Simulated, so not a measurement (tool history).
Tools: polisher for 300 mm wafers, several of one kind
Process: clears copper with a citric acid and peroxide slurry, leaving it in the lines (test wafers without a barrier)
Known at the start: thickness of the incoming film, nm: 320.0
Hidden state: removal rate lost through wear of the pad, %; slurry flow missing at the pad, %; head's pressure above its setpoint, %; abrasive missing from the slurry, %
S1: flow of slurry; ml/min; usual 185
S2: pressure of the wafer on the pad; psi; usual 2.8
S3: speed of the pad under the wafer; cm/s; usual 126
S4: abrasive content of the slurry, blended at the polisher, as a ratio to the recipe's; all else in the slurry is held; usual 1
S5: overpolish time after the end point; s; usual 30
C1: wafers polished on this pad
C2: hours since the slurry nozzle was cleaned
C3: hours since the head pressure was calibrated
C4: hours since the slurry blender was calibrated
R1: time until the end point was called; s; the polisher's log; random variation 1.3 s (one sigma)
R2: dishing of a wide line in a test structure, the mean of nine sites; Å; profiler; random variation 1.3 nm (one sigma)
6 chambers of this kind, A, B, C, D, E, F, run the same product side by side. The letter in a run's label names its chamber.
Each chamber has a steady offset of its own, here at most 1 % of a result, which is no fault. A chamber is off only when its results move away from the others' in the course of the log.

run,day,S1,S2,S3,S4,S5,C1,C2,C3,C4,R1,R2
# day 0.171: chamber D: slurry blender recalibrated
# day 0.425: chamber F: slurry blender recalibrated
1A,0.517,185,2.8,126,1,30,951,308.8,458.7,205.9,105.230,563.75
# day 0.567: chamber C: worn pad replaced by a new one
# day 1.071: chamber A: worn pad replaced by a new one
2C,1.117,185,2.8,126,1,30,121,587.7,116.3,32.9,106.980,579.48
# day 1.329: chamber A: slurry nozzle cleaned
# day 1.558: chamber A: head pressure recalibrated
3D,1.692,185,2.8,126,1,30,769,578.5,734.2,36.5,103.900,576.11
# day 1.812: chamber E: slurry nozzle cleaned
# day 1.967: chamber E: slurry blender recalibrated
4B,2.275,185,2.8,126,1,30,1008,341.0,418.8,88.6,105.910,571.59
# day 2.383: chamber D: worn pad replaced by a new one
# day 2.654: chamber E: worn pad replaced by a new one
5E,2.675,185,2.8,126,1,30,5,20.8,125.2,17.0,103.610,548.23
# day 3.004: chamber D: head pressure recalibrated
6F,3.308,185,2.8,126,1,30,796,124.5,133.5,69.2,106.190,547.21
7E,3.833,185,2.8,126,1,30,260,48.6,153.0,44.8,104.980,575.04
8A,4.221,185,2.8,126,1,30,695,69.4,63.9,294.8,104.150,558.58
9F,4.754,185,2.8,126,1,30,1114,159.2,168.2,103.9,107.480,576.79
# day 4.788: chamber F: worn pad replaced by a new one
# day 5.158: chamber D: slurry nozzle cleaned
10B,5.392,185,2.8,126,1,30,1695,415.8,493.6,163.4,104.310,548.65
# day 5.604: chamber C: worn pad replaced by a new one
# day 5.679: chamber A: worn pad replaced by a new one
11C,5.692,185,2.8,126,1,30,19,697.5,226.1,142.7,106.950,566.61
12D,6.317,185,2.8,126,1,30,867,27.9,79.6,147.5,105.550,575.85
# day 6.608: chamber D: worn pad replaced by a new one
# day 6.758: chamber E: worn pad replaced by a new one
13E,6.892,185,2.8,126,1,30,30,122.0,226.4,118.2,103.040,568.15
14A,7.429,185,2.8,126,1,30,386,146.4,140.9,371.8,107.970,566.72
15D,8.054,185,2.8,126,1,30,319,69.6,121.3,189.2,106.610,595.43
# day 8.100: chamber E: slurry blender recalibrated
16F,8.412,185,2.8,126,1,30,799,247.0,256.0,191.7,105.470,566.49
# day 8.567: chamber D: slurry blender recalibrated
# day 8.642: chamber C: slurry nozzle cleaned
# day 8.700: chamber A: slurry blender recalibrated
17C,8.971,185,2.8,126,1,30,742,7.9,304.8,221.4,103.500,565.15
18B,9.417,185,2.8,126,1,30,2582,512.4,590.2,260.0,106.590,530.87
# day 9.588: chamber F: worn pad replaced by a new one
# day 9.750: chamber C: slurry blender recalibrated
19D,9.892,185,2.8,126,1,30,724,113.7,165.4,31.9,105.780,599.11
20B,10.262,185,2.8,126,1,30,2769,532.7,610.5,280.3,110.070,542.52
# day 10.317: chamber C: worn pad replaced by a new one
21F,10.550,185,2.8,126,1,30,212,298.3,307.3,243.0,105.450,560.29
# day 10.654: chamber D: worn pad replaced by a new one
# day 10.958: chamber E: worn pad replaced by a new one
22E,11.004,185,2.8,126,1,30,10,220.7,325.1,69.8,102.630,565.93
# day 11.125: chamber A: worn pad replaced by a new one
23C,11.471,185,2.8,126,1,30,254,67.9,364.8,41.3,105.750,577.74
# day 11.650: chamber F: slurry nozzle cleaned
24A,11.779,185,2.8,142,1,36,144,250.8,245.3,74.0,95.381,715.55
25A,12.129,185,2.8,142,1,36,221,259.2,253.7,82.4,94.199,675.31
26C,12.546,185,2.8,142,1,36,491,93.7,390.6,67.1,94.748,707.55
27E,13.183,185,2.8,142,1,36,490,273.0,377.4,122.1,95.454,710.96
28D,13.479,185,2.8,142,1,36,623,199.8,251.5,118.0,91.872,696.45
# day 13.658: chamber E: head pressure recalibrated
# day 13.692: chamber E: slurry blender recalibrated
29F,13.912,185,2.8,142,1,36,953,54.4,388.0,323.7,95.383,709.01
# day 14.046: chamber F: worn pad replaced by a new one
# day 14.288: chamber A: slurry nozzle cleaned
# day 14.321: chamber D: worn pad replaced by a new one
30B,14.367,185,2.8,126,1,30,3674,631.2,709.0,378.8,111.710,525.94
31A,14.938,185,2.8,156,1,30,841,15.7,321.1,149.8,85.679,629.66
# day 15.342: chamber C: worn pad replaced by a new one
32B,15.358,185,2.8,156,1,30,3892,655.0,732.8,402.6,92.574,624.38
# day 15.508: chamber E: worn pad replaced by a new one
# day 15.562: chamber C: head pressure recalibrated
# day 15.733: chamber B: slurry blender recalibrated
33F,15.938,185,2.8,156,1,30,417,103.0,436.6,372.3,87.395,644.71
# day 16.088: chamber A: worn pad replaced by a new one
34C,16.304,185,2.8,156,1,30,212,183.9,17.9,157.3,86.056,644.90
35D,16.654,185,2.8,156,1,30,514,276.0,327.7,194.2,87.323,637.25
36E,16.971,185,2.8,156,1,30,322,363.9,79.5,78.8,84.382,643.75
# day 17.229: chamber F: slurry blender recalibrated
37E,17.604,185,1.9,126,1,20,462,379.1,94.7,94.0,151.550,284.26
# day 17.888: chamber C: slurry blender recalibrated
38F,18.042,185,1.9,126,1,20,881,153.5,487.1,19.5,155.500,292.51
# day 18.246: chamber D: slurry blender recalibrated
# day 18.300: chamber D: worn pad replaced by a new one
39B,18.529,185,1.9,126,1,20,4591,731.1,808.9,67.2,167.570,255.77
40C,18.946,185,1.9,126,1,20,794,247.3,81.3,25.5,154.950,286.23
41D,19.233,185,1.9,126,1,20,206,337.9,389.6,23.7,155.640,282.91
42A,19.546,185,1.9,126,1,20,763,126.3,431.7,260.4,153.820,295.13
43B,19.850,185,2.8,126,1,30,4883,762.8,840.6,98.9,119.160,518.24

What goes on in this fleet: one chamber off, a drifting gauge, or nothing beyond the chambers' own small offsets? Name the chamber and the cause, if any.

Chamber B drifts away from the others.
Cause: removal rate lost through wear of the pad, % = 11.4.
The log may not tell that from: head's pressure below its setpoint, %.

Here are 4 candidates for chamber B's next run, each the usual settings with a change, their results left as question marks. Which one brings its results back in line with what the others give on the usual settings?
In line means no further than this from the other chambers' mean on the usual settings: R1 4.700 s; R2 44.00 Å
44B-1,20.308,185,3.0,134,1,30,,,,,?,?
44B-2,20.308,185,2.6,120,1,29,,,,,?,?
44B-3,20.308,180,2.5,112,1,30,,,,,?,?
44B-4,20.308,190,3.2,142,1,31,,,,,?,?

The other chambers' mean on the usual settings: R1 105.590 s; R2 565.46 Å
run,R1,R2
44B-1,105.140,571.65
44B-2,134.610,452.71
44B-3,150.160,424.57
44B-4,92.900,646.83
44B-1 brings the chamber back in line.
